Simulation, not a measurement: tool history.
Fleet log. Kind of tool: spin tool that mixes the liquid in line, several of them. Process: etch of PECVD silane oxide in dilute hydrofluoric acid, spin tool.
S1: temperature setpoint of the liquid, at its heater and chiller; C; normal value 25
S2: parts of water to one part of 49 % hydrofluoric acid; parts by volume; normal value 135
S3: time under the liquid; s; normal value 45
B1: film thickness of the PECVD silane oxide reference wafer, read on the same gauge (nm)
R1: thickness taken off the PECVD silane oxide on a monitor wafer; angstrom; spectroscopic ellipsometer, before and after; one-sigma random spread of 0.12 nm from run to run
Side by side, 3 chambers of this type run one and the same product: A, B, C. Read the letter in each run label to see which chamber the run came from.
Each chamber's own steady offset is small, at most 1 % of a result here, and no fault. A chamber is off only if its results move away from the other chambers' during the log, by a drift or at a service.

run 1B hour=3.6 | S1=25 S2=135 S3=45 | B1=90.000 | R1=124.89
run 2C hour=5.8 | S1=25 S2=135 S3=45 | B1=89.994 | R1=125.33
run 3A hour=9.6 | S1=25 S2=135 S3=45 | B1=89.960 | R1=125.46
run 4B hour=14.6 | S1=25 S2=135 S3=45 | B1=90.010 | R1=127.32
run 5C hour=17.4 | S1=25 S2=135 S3=45 | B1=90.001 | R1=127.11
run 6A hour=21.8 | S1=25 S2=135 S3=45 | B1=89.995 | R1=126.46
run 7A hour=26.4 | S1=25 S2=135 S3=45 | B1=89.990 | R1=125.74
run 8B hour=29.4 | S1=25 S2=135 S3=70 | B1=90.004 | R1=195.30
run 9C hour=32.5 | S1=25 S2=135 S3=70 | B1=90.016 | R1=194.65
run 10C hour=37.2 | S1=25 S2=135 S3=70 | B1=89.972 | R1=197.00
run 11B hour=39.5 | S1=25 S2=135 S3=45 | B1=90.008 | R1=128.37
run 12A hour=42.7 | S1=25 S2=135 S3=45 | B1=90.032 | R1=126.13
run 13B hour=46.0 | S1=25 S2=135 S3=45 | B1=89.991 | R1=127.36
run 14C hour=49.6 | S1=25 S2=135 S3=45 | B1=89.998 | R1=126.48
run 15A hour=54.6 | S1=25 S2=135 S3=45 | B1=89.981 | R1=127.83
run 16C hour=58.1 | S1=25 S2=135 S3=45 | B1=90.013 | R1=125.65
run 17A hour=61.4 | S1=25 S2=135 S3=45 | B1=90.017 | R1=126.23
-- hour=63.9 chamber A: hydrofluoric acid flow meter replaced
run 18B hour=66.1 | S1=25 S2=135 S3=45 | B1=90.000 | R1=130.88
run 19C hour=70.1 | S1=25 S2=135 S3=45 | B1=90.027 | R1=127.62
run 20B hour=74.2 | S1=25 S2=135 S3=45 | B1=89.999 | R1=131.98
run 21A hour=78.3 | S1=25 S2=135 S3=45 | B1=89.999 | R1=125.73
run 22B hour=81.8 | S1=25 S2=135 S3=45 | B1=89.998 | R1=132.14

Has any chamber moved away from the others, gradually or after a service, or does the common gauge drift, or do the chambers differ only by their own small steady offsets? State the chamber and the most likely cause if one applies.

Little by little, chamber B moves away from the other chambers.
Cause: hydrofluoric acid flow above the setpoint (%) = 4.89.
It could be hard to tell apart here from: liquid hotter than its thermometer reads (K).

Chamber B could run next with any of the 4 candidate recipes listed below; each alters the usual settings, and their results appear as question marks. Which one brings its results back in line with what the other chambers deliver on the usual settings?
Maximum distance from the other chambers' mean on the usual settings for a result to count as in line: R1 4.30 angstrom
run 23B-1 hour=85.4 | S1=25 S2=130 S3=45 | R1=?
run 23B-2 hour=85.4 | S1=28 S2=135 S3=45 | R1=?
run 23B-3 hour=85.4 | S1=25 S2=140 S3=45 | R1=?
run 23B-4 hour=85.4 | S1=22 S2=135 S3=45 | R1=?

The other chambers' mean on the usual settings: R1 126.63 angstrom
run=23B-1 R1=140.16
run=23B-2 R1=150.00
run=23B-3 R1=128.63
run=23B-4 R1=119.57
The right change is 23B-3: it brings the chamber back within the allowed miss of the others.
